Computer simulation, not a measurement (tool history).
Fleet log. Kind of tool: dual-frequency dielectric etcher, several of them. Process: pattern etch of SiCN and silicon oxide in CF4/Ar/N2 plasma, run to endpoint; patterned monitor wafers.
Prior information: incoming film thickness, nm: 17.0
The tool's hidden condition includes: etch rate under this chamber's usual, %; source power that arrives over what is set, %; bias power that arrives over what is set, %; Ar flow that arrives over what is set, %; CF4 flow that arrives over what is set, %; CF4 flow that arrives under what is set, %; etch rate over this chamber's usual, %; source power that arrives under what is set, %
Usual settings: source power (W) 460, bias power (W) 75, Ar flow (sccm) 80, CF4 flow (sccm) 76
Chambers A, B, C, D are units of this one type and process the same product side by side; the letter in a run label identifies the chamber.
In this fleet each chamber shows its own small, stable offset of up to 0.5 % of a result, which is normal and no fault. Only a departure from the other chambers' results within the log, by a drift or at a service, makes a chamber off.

run   hour  source power (W)  bias power (W)  Ar flow (sccm)  CF4 flow (sccm)  hours since the last wet clean  hours since the last source power generator calibration  hours since the last bias power generator calibration  hours since the last Ar flow controller change  hours since the last CF4 flow controller change  endpoint time (s)
 1C    6.5               460              75              80               76                           182.4                                                   2000.6                                                 2766.2                                           502.7                                           2598.1             18.248
 2B   15.3               460              75              80               76                           194.8                                                   3337.6                                                 1924.9                                           559.2                                           2082.3             18.402
      17.4  -- chamber C: source power generator calibrated
 3D   21.1               460              75              80               76                           341.6                                                   1363.3                                                 1805.2                                           547.5                                           1867.6             18.292
 4A   27.2               460              75              80               76                           468.9                                                   1271.5                                                  498.9                                          2366.7                                           2260.2             18.167
 5C   33.1               460              75              80               76                           209.0                                                     15.8                                                 2792.8                                           529.3                                           2624.7             18.197
 6A   39.6               460              75              80               76                           481.3                                                   1283.9                                                  511.3                                          2379.1                                           2272.6             18.349
 7B   48.3               460              75              80               76                           227.8                                                   3370.6                                                 1957.9                                           592.2                                           2115.3             18.503
      50.0  -- chamber D: wet clean of the chamber
 8D   57.1               460              75              80               76                             7.2                                                   1399.3                                                 1841.2                                           583.5                                           1903.6             18.142
      60.4  -- chamber A: wet clean of the chamber
 9A   65.6               460              75              80               76                             5.2                                                   1309.9                                                  537.3                                          2405.1                                           2298.6             18.251
10B   69.6               460              75              80               76                           249.1                                                   3391.9                                                 1979.2                                           613.5                                           2136.6             18.648
11C   78.6               460              75              74               76                           254.5                                                     61.3                                                 2838.3                                           574.8                                           2670.2             17.831
12D   87.1               460              75              74               76                            37.2                                                   1429.3                                                 1871.2                                           613.5                                           1933.6             17.928
13C   91.5               460              75              74               76                           267.4                                                     74.2                                                 2851.2                                           587.7                                           2683.1             17.957
14D   96.1               460              75              74               76                            46.2                                                   1438.3                                                 1880.2                                           622.5                                           1942.6             17.892
15A  100.2               460              75              80               76                            39.8                                                   1344.5                                                  571.9                                          2439.7                                           2333.2             18.114
16B  105.9               460              75              80               76                           285.4                                                   3428.2                                                 2015.5                                           649.8                                           2172.9             18.764
17C  110.2               460              75              80               76                           286.1                                                     92.9                                                 2869.9                                           606.4                                           2701.8             18.205
18D  115.9               460              75              80               76                            66.0                                                   1458.1                                                 1900.0                                           642.3                                           1962.4             18.363
19B  121.9               460              75              80               76                           301.4                                                   3444.2                                                 2031.5                                           665.8                                           2188.9             18.758
20A  126.9               460              75              80               76                            66.5                                                   1371.2                                                  598.6                                          2466.4                                           2359.9             18.349
     131.7  -- chamber D: bias power generator calibrated
21A  133.9               460              75              80               76                            73.5                                                   1378.2                                                  605.6                                          2473.4                                           2366.9             18.257
22C  141.5               460              75              80               76                           317.4                                                    124.2                                                 2901.2                                           637.7                                           2733.1             18.278
23D  149.0               460              75              80               76                            99.1                                                   1491.2                                                   17.3                                           675.4                                           1995.5             18.188
24B  152.9               460              75              80               76                           332.4                                                   3475.2                                                 2062.5                                           696.8                                           2219.9             18.829
25D  157.4               460              75              80               76                           107.5                                                   1499.6                                                   25.7                                           683.8                                           2003.9             18.126
26C  165.2               460              75              80               76                           341.1                                                    147.9                                                 2924.9                                           661.4                                           2756.8             18.181
27A  172.3               460              75              80               76                           111.9                                                   1416.6                                                  644.0                                          2511.8                                           2405.3             18.363
28B  179.9               460              75              80               76                           359.4                                                   3502.2                                                 2089.5                                           723.8                                           2246.9             19.078
29A  187.5               580              75              80               76                           127.1                                                   1431.8                                                  659.2                                          2527.0                                           2420.5             14.883
30D  192.4               580              75              80               76                           142.5                                                   1534.6                                                   60.7                                           718.8                                           2038.9             14.869
31B  198.3               580              75              80               76                           377.8                                                   3520.6                                                 2107.9                                           742.2                                           2265.3             15.573
32C  207.1               580              75              80               76                           383.0                                                    189.8                                                 2966.8                                           703.3                                           2798.7             14.922

Read the log: is a single chamber off, either drifting away or since a service, is the gauge that measures every chamber drifting, or is nothing wrong beyond small per-chamber offsets? Name any odd chamber and what most likely caused it.

One chamber, B, drifts off from the rest bit by bit.
Cause: etch rate under this chamber's usual, % = 3.94.
The log may not separate it from: source power that arrives under what is set, %.

Chamber B could run next with any of the 4 candidate recipes listed below; each alters the usual settings, and their results appear as question marks. Which one brings its results back in line with what the other chambers deliver on the usual settings?
In line here means within this much of the mean the other chambers give on the usual settings: endpoint time (s) 0.320
33B-1  213.7               420              75              80               76                                                                                                                                                                                                                                                                   ?
33B-2  213.7               500              77              79               77                                                                                                                                                                                                                                                                   ?
33B-3  213.7               460              84              76               76                                                                                                                                                                                                                                                                   ?
33B-4  213.7               440              74              81               76                                                                                                                                                                                                                                                                   ?

Usual-settings mean across the other chambers: endpoint time (s) 18.235
  run  endpoint time (s)
33B-1             20.593
33B-2             17.477
33B-3             18.214
33B-4             19.894
The right change is 33B-3: it brings the chamber back within the allowed miss of the others.
